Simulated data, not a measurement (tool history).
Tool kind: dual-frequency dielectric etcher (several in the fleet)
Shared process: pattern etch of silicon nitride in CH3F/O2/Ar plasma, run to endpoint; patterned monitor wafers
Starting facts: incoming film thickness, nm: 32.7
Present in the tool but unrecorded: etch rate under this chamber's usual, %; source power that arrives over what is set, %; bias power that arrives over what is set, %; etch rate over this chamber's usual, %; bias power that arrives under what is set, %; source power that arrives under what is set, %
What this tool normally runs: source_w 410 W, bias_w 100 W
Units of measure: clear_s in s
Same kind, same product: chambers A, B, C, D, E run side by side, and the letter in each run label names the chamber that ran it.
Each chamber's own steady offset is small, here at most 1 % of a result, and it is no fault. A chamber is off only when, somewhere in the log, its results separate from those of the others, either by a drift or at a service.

run,hour,source_w,bias_w,hours since the last wet clean,hours since the last source power generator calibration,hours since the last bias power generator calibration,clear_s
1E,5.5,410,100,358.9,499.1,1191,41.391
# hour 10.7: chamber E: wet clean of the chamber
2D,15,410,100,40.2,524.3,2257.5,41.346
3B,24.3,410,100,334.5,905.2,262,41.575
4C,30.1,410,100,506.9,647.2,2044.4,41.955
5A,37.9,410,100,239,1295.2,340.7,41.683
6E,42.9,410,100,32.3,536.5,1228.4,41.737
7A,51.2,370,79,252.3,1308.5,354,47.675
8C,59,370,79,535.8,676.1,2073.3,46.997
9B,64.9,370,79,375.1,945.8,302.6,46.792
10D,69.9,370,79,95.1,579.2,2312.4,46.782
# hour 73.4: chamber B: wet clean of the chamber
11B,79,370,79,5.7,959.9,316.7,47.345
12C,84.9,410,100,561.7,702,2099.2,41.753
13D,93.3,410,100,118.5,602.6,2335.8,40.872
14A,98.2,410,100,299.3,1355.5,401,41.679
15E,107.4,410,100,96.8,601,1292.9,41.718
16A,116,500,113,317.1,1373.3,418.8,37.463
17D,126,500,113,151.2,635.3,2368.5,37.032
18E,136.2,500,113,125.6,629.8,1321.7,37.111
19B,147.2,500,113,73.9,1028.1,384.9,36.873
20C,156.3,500,113,633.1,773.4,2170.6,36.951
21A,162.2,410,100,363.3,1419.5,465,42.183
22B,169,410,100,95.7,1049.9,406.7,41.808
23D,175.9,410,100,201.1,685.2,2418.4,41.419
24E,181.5,410,100,170.9,675.1,1367,41.176
25C,186.8,410,100,663.6,803.9,2201.1,42.021
26B,195.2,410,100,121.9,1076.1,432.9,41.414
27D,203.6,410,100,228.8,712.9,2446.1,41.335
# hour 207.6: chamber C: wet clean of the chamber
28E,214.4,410,100,203.8,708,1399.9,42.02
29C,221.7,410,100,14.1,838.8,2236,41.717
30A,228.8,340,100,429.9,1486.1,531.6,45.781
31D,238.9,340,100,264.1,748.2,2481.4,44.251
32C,247.5,340,100,39.9,864.6,2261.8,45.173
33E,258.7,340,100,248.1,752.3,1444.2,44.407

Read the log: is a single chamber off, either drifting away or since a service, is the gauge that measures every chamber drifting, or is nothing wrong beyond small per-chamber offsets? Name any odd chamber and what most likely caused it.

Little by little, chamber A moves away from the other chambers.
Likeliest cause: etch rate under this chamber's usual, % = 2.73.

Below are 4 candidate recipes for chamber A's next run, each the usual settings with a change, their results shown as question marks. Which of them brings A's results back in line with what the other chambers give on the usual settings?
In line here means within this much of the mean the other chambers give on the usual settings: clear_s 0.76 s
34A-1,266.7,410,82,,,,?
34A-2,266.7,370,100,,,,?
34A-3,266.7,410,118,,,,?
34A-4,266.7,410,109,,,,?

On the usual settings, the other chambers give on average: clear_s 41.514 s
run,clear_s
34A-1,46.039
34A-2,44.484
34A-3,40.263
34A-4,41.487
34A-4 brings the chamber back in line.
